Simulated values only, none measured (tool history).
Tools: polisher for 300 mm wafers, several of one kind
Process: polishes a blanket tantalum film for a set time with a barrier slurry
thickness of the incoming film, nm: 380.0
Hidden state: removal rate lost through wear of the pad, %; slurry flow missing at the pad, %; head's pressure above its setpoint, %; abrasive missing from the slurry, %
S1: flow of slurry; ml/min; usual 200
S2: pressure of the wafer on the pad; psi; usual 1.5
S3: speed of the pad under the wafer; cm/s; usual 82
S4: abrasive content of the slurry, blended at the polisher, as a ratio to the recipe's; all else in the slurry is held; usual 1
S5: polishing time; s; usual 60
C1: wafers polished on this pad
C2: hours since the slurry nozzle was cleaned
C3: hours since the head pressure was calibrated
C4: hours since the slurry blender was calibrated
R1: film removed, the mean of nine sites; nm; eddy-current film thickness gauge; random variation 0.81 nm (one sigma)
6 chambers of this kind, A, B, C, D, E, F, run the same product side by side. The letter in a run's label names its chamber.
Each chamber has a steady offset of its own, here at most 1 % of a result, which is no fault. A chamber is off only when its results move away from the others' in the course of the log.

At hour 1.3: chamber F: worn pad replaced by a new one.
At hour 2.5: chamber B: worn pad replaced by a new one.
Run 1B, hour 7.3: usual settings; C1 43; C2 237.3; C3 247.4; C4 302.6. Result: R1 71.085 nm.
Run 2F, hour 11.6: usual settings; C1 93; C2 73.1; C3 646.2; C4 130.7. Result: R1 73.188 nm.
Run 3D, hour 19.4: usual settings; C1 937; C2 438; C3 221; C4 84. Result: R1 73.795 nm.
Run 4C, hour 26.6: usual settings; C1 472; C2 39.2; C3 40.2; C4 228.6. Result: R1 71.647 nm.
Run 5E, hour 33.3: usual settings; C1 764; C2 366.3; C3 429.2; C4 34.2. Result: R1 70.632 nm.
Run 6A, hour 38.7: usual settings; C1 516; C2 236; C3 53.2; C4 53.8. Result: R1 72.822 nm.
Run 7A, hour 43.7: usual settings; C1 562; C2 241; C3 58.2; C4 58.8. Result: R1 72.487 nm.
Run 8B, hour 47.6: usual settings; C1 409; C2 277.6; C3 287.7; C4 342.9. Result: R1 71.564 nm.
At hour 52: chamber F: slurry blender recalibrated.
At hour 52.1: chamber E: head pressure recalibrated.
Run 9C, hour 54.5: usual settings; C1 725; C2 67.1; C3 68.1; C4 256.5. Result: R1 71.245 nm.
Run 10F, hour 60.7: usual settings; C1 538; C2 122.2; C3 695.3; C4 8.7. Result: R1 71.928 nm.
At hour 67.6: chamber E: worn pad replaced by a new one.
Run 11E, hour 68.8: usual settings; C1 11; C2 401.8; C3 16.7; C4 69.7. Result: R1 70.809 nm.
Run 12D, hour 73.4: usual settings; C1 1426; C2 492; C3 275; C4 138. Result: R1 72.066 nm.
At hour 73.5: chamber B: worn pad replaced by a new one.
Run 13E, hour 81.4: usual settings; C1 125; C2 414.4; C3 29.3; C4 82.3. Result: R1 71.783 nm.
At hour 82.3: chamber D: worn pad replaced by a new one.
At hour 85: chamber D: slurry blender recalibrated.
At hour 87.3: chamber C: worn pad replaced by a new one.
Run 14D, hour 89.9: usual settings; C1 69; C2 508.5; C3 291.5; C4 5. Result: R1 69.445 nm.
Run 15B, hour 94.8: usual settings; C1 193; C2 324.8; C3 334.9; C4 390.1. Result: R1 72.26 nm.
At hour 94.9: chamber F: worn pad replaced by a new one.
Run 16F, hour 102: usual settings but S1 240 ml/min; C1 65; C2 163.5; C3 736.6; C4 50. Result: R1 72.998 nm.
Run 17A, hour 107.4: usual settings but S1 240 ml/min; C1 1139; C2 304.7; C3 121.9; C4 122.5. Result: R1 72.524 nm.
Run 18C, hour 115.7: usual settings but S1 240 ml/min; C1 258; C2 128.3; C3 129.3; C4 317.7. Result: R1 73.597 nm.
At hour 122.2: chamber A: slurry blender recalibrated.
Run 19C, hour 122.3: usual settings but S1 240 ml/min; C1 317; C2 134.9; C3 135.9; C4 324.3. Result: R1 73.843 nm.
Run 20D, hour 128.3: usual settings but S1 240 ml/min; C1 417; C2 546.9; C3 329.9; C4 43.4. Result: R1 73.02 nm.
Run 21F, hour 133.4: usual settings but S1 240 ml/min; C1 349; C2 194.9; C3 768; C4 81.4. Result: R1 75.474 nm.
Run 22E, hour 138.6: usual settings; C1 643; C2 471.6; C3 86.5; C4 139.5. Result: R1 71.667 nm.
Run 23B, hour 146.1: usual settings; C1 657; C2 376.1; C3 386.2; C4 441.4. Result: R1 72.84 nm.
At hour 149.1: chamber B: slurry blender recalibrated.
Run 24A, hour 153.1: usual settings; C1 1553; C2 350.4; C3 167.6; C4 30.9. Result: R1 68.539 nm.
Run 25A, hour 158.9: usual settings; C1 1605; C2 356.2; C3 173.4; C4 36.7. Result: R1 69.129 nm.
At hour 160.2: chamber B: worn pad replaced by a new one.
Run 26F, hour 166.3: usual settings; C1 647; C2 227.8; C3 800.9; C4 114.3. Result: R1 71.341 nm.
Run 27C, hour 171.5: usual settings; C1 763; C2 184.1; C3 185.1; C4 373.5. Result: R1 72.907 nm.
Run 28E, hour 176.9: usual settings; C1 990; C2 509.9; C3 124.8; C4 177.8. Result: R1 70.576 nm.
Run 29B, hour 183.2: usual settings; C1 209; C2 413.2; C3 423.3; C4 34.1. Result: R1 71.986 nm.
At hour 187: chamber C: worn pad replaced by a new one.
Run 30D, hour 187.4: usual settings; C1 952; C2 606; C3 389; C4 102.5. Result: R1 73.595 nm.
At hour 189.2: chamber F: worn pad replaced by a new one.
Run 31B, hour 192: usual settings; C1 288; C2 422; C3 432.1; C4 42.9. Result: R1 72.497 nm.
At hour 195: chamber E: worn pad replaced by a new one.
Run 32C, hour 197.2: usual settings but S2 1.2 psi, S4 1.15; C1 93; C2 209.8; C3 210.8; C4 399.2. Result: R1 59.244 nm.
Run 33A, hour 201.6: usual settings but S2 1.2 psi, S4 1.15; C1 1992; C2 398.9; C3 216.1; C4 79.4. Result: R1 55.689 nm.
Run 34E, hour 205.8: usual settings but S2 1.2 psi, S4 1.15; C1 98; C2 538.8; C3 153.7; C4 206.7. Result: R1 60.066 nm.
Run 35D, hour 213.9: usual settings but S2 1.2 psi, S4 1.15; C1 1192; C2 632.5; C3 415.5; C4 129. Result: R1 59.263 nm.
At hour 214.7: chamber F: slurry blender recalibrated.
At hour 216.9: chamber E: slurry blender recalibrated.
Run 36F, hour 221.3: usual settings but S2 1.2 psi, S4 1.15; C1 291; C2 282.8; C3 855.9; C4 6.6. Result: R1 61.806 nm.
At hour 225.9: chamber D: worn pad replaced by a new one.
Run 37D, hour 228.8: usual settings but S2 1.2 psi, S4 1.15; C1 26; C2 647.4; C3 430.4; C4 143.9. Result: R1 58.575 nm.
Run 38E, hour 234.5: usual settings; C1 358; C2 567.5; C3 182.4; C4 17.6. Result: R1 71.556 nm.
At hour 235.6: chamber B: worn pad replaced by a new one.
Run 39B, hour 239.2: usual settings; C1 32; C2 469.2; C3 479.3; C4 90.1. Result: R1 70.873 nm.

Is one chamber off against the others, does the gauge drift, or is nothing wrong? If a chamber is off, say which, and what the likeliest cause is.

Chamber A drifts away from the others.
Cause: removal rate lost through wear of the pad, % = 9.74.
The log may not tell that from: slurry flow missing at the pad, %; head's pressure below its setpoint, %.

Here are 4 candidates for chamber A's next run, each the usual settings with a change, their results left as question marks. Which one brings its results back in line with what the others give on the usual settings?
In line means no further than this from the other chambers' mean on the usual settings: R1 2.8 nm
Run 40A-1, hour 245.4: usual settings but S3 86 cm/s, S5 63 s. Result: R1 ?.
Run 40A-2, hour 245.4: usual settings but S2 1.4 psi, S5 57 s. Result: R1 ?.
Run 40A-3, hour 245.4: usual settings but S1 195 ml/min, S2 1.4 psi, S5 54 s. Result: R1 ?.
Run 40A-4, hour 245.4: usual settings but S2 1.6 psi, S3 86 cm/s, S5 64 s. Result: R1 ?.

The other chambers' mean on the usual settings: R1 71.842 nm
  run      R1
40A-1  70.997
40A-2  57.147
40A-3  53.957
40A-4  76.953
40A-1 brings the chamber back in line.
